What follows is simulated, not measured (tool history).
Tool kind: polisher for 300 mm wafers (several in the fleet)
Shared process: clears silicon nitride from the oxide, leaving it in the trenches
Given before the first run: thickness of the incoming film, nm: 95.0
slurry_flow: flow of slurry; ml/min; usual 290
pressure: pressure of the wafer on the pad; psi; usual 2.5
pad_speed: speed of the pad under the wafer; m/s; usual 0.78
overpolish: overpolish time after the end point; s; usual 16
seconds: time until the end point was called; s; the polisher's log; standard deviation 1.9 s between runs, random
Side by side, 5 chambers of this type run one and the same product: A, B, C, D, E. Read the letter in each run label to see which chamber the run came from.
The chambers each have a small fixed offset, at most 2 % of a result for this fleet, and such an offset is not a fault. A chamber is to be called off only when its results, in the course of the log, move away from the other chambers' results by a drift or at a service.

| run | day | slurry_flow | pressure | pad_speed | overpolish | wafers polished on this pad | hours since the slurry nozzle was cleaned | hours since the head pressure was calibrated | seconds |
|---|---|---|---|---|---|---|---|---|---|
| 1A | 0.3 | 290 | 2.5 | 0.78 | 16 | 657 | 138.8 | 94.9 | 156.7 |
| 2B | 0.642 | 290 | 2.5 | 0.78 | 16 | 708 | 327.4 | 653.4 | 162.83 |
| 3C | 1.092 | 290 | 2.5 | 0.78 | 16 | 1257 | 806.9 | 294.7 | 156.82 |
|  | 1.308 | chamber B: worn pad replaced by a new one |
|  | 1.438 | chamber C: worn pad replaced by a new one |
|  | 1.492 | chamber C: slurry nozzle cleaned |
|  | 1.5 | chamber D: worn pad replaced by a new one |
| 4E | 1.592 | 290 | 2.5 | 0.78 | 16 | 436 | 110.4 | 488.3 | 158.59 |
| 5D | 2.008 | 290 | 2.5 | 0.78 | 16 | 114 | 157.3 | 236.4 | 154.52 |
| 6A | 2.446 | 290 | 2.5 | 0.78 | 16 | 1136 | 190.3 | 146.4 | 159.99 |
| 7E | 2.871 | 290 | 1.7 | 1.04 | 16 | 722 | 141.1 | 519 | 176.07 |
| 8D | 3.254 | 290 | 1.7 | 1.04 | 16 | 392 | 187.2 | 266.3 | 175.57 |
| 9C | 3.608 | 290 | 1.7 | 1.04 | 16 | 485 | 50.9 | 355.1 | 174.73 |
|  | 3.721 | chamber A: worn pad replaced by a new one |
| 10B | 3.975 | 290 | 1.7 | 1.04 | 16 | 595 | 407.4 | 733.4 | 177.8 |
|  | 4.433 | chamber B: worn pad replaced by a new one |
| 11B | 4.462 | 290 | 1.7 | 1.04 | 16 | 6 | 419.1 | 745.1 | 176.75 |
| 12A | 4.954 | 290 | 2.5 | 0.78 | 16 | 275 | 250.5 | 206.6 | 157.14 |
| 13C | 5.329 | 290 | 2.5 | 0.78 | 16 | 869 | 92.2 | 396.4 | 156.03 |
|  | 5.367 | chamber E: worn pad replaced by a new one |
| 14D | 5.862 | 290 | 2.5 | 0.78 | 16 | 974 | 249.8 | 328.9 | 159.38 |
| 15E | 6.267 | 290 | 1.8 | 0.64 | 16 | 201 | 222.6 | 600.5 | 277.08 |
| 16E | 6.512 | 290 | 1.8 | 0.64 | 16 | 256 | 228.5 | 606.4 | 275.06 |
|  | 6.517 | chamber C: worn pad replaced by a new one |
| 17B | 7.062 | 290 | 1.8 | 0.64 | 16 | 587 | 481.5 | 807.5 | 293.04 |
|  | 7.079 | chamber D: worn pad replaced by a new one |
| 18C | 7.317 | 290 | 1.8 | 0.64 | 16 | 178 | 139.9 | 444.1 | 272.98 |
| 19D | 7.575 | 290 | 1.8 | 0.64 | 16 | 111 | 290.9 | 370 | 267.5 |
| 20A | 7.9 | 290 | 2.5 | 0.78 | 16 | 932 | 321.2 | 277.3 | 158.64 |
|  | 8.208 | chamber B: worn pad replaced by a new one |
| 21E | 8.342 | 290 | 2.5 | 0.78 | 16 | 664 | 272.4 | 650.3 | 159.92 |
| 22C | 8.762 | 290 | 2.5 | 0.78 | 16 | 501 | 174.6 | 478.8 | 162.11 |
|  | 8.946 | chamber A: worn pad replaced by a new one |
| 23D | 9.046 | 290 | 2.5 | 0.78 | 16 | 439 | 326.2 | 405.3 | 158.11 |
| 24A | 9.379 | 290 | 2.5 | 0.78 | 16 | 97 | 356.7 | 312.8 | 159.75 |
| 25B | 9.671 | 290 | 2.5 | 0.78 | 16 | 326 | 544.1 | 870.1 | 174.33 |
| 26A | 9.925 | 200 | 2.5 | 0.78 | 16 | 219 | 369.8 | 325.9 | 162.91 |
|  | 10.05 | chamber D: head pressure recalibrated |
| 27C | 10.188 | 200 | 2.5 | 0.78 | 16 | 819 | 208.8 | 513 | 167.84 |
|  | 10.538 | chamber E: worn pad replaced by a new one |
| 28E | 10.696 | 200 | 2.5 | 0.78 | 16 | 36 | 328.9 | 706.8 | 164.83 |
| 29B | 11.088 | 200 | 2.5 | 0.78 | 16 | 642 | 578.1 | 904.1 | 184.87 |
| 30D | 11.596 | 200 | 2.5 | 0.78 | 16 | 1008 | 387.4 | 37.2 | 164.25 |
| 31A | 11.983 | 290 | 2.5 | 0.78 | 16 | 678 | 419.2 | 375.3 | 160.79 |

One chamber off, gauge drift, or nothing amiss beyond the chambers' own small offsets? If it is a chamber, which one, and what is the likeliest cause?

It is chamber B that slowly wanders off from its peers.
What lies behind it: head's pressure below its setpoint, % = 11.

Here are 4 candidates for chamber B's next run, each the usual settings with a change, their results left as question marks. Which one brings its results back in line with what the others give on the usual settings?
In-line tolerance around the mean of the other chambers on the usual settings: seconds 6.6 s
| 32B-1 | 12.388 | 290 | 2.5 | 0.68 | 16 |  |  |  | ? |
| 32B-2 | 12.388 | 290 | 2.3 | 0.7 | 16 |  |  |  | ? |
| 32B-3 | 12.388 | 295 | 2.8 | 0.86 | 16 |  |  |  | ? |
| 32B-4 | 12.388 | 295 | 2.8 | 0.78 | 16 |  |  |  | ? |

Average result of the remaining chambers running the usual settings: seconds 158.86 s
| run | seconds |
|---|---|
| 32B-1 | 208.13 |
| 32B-2 | 219.69 |
| 32B-3 | 146.82 |
| 32B-4 | 161.86 |
The right change is 32B-4: it brings the chamber back within the allowed miss of the others.

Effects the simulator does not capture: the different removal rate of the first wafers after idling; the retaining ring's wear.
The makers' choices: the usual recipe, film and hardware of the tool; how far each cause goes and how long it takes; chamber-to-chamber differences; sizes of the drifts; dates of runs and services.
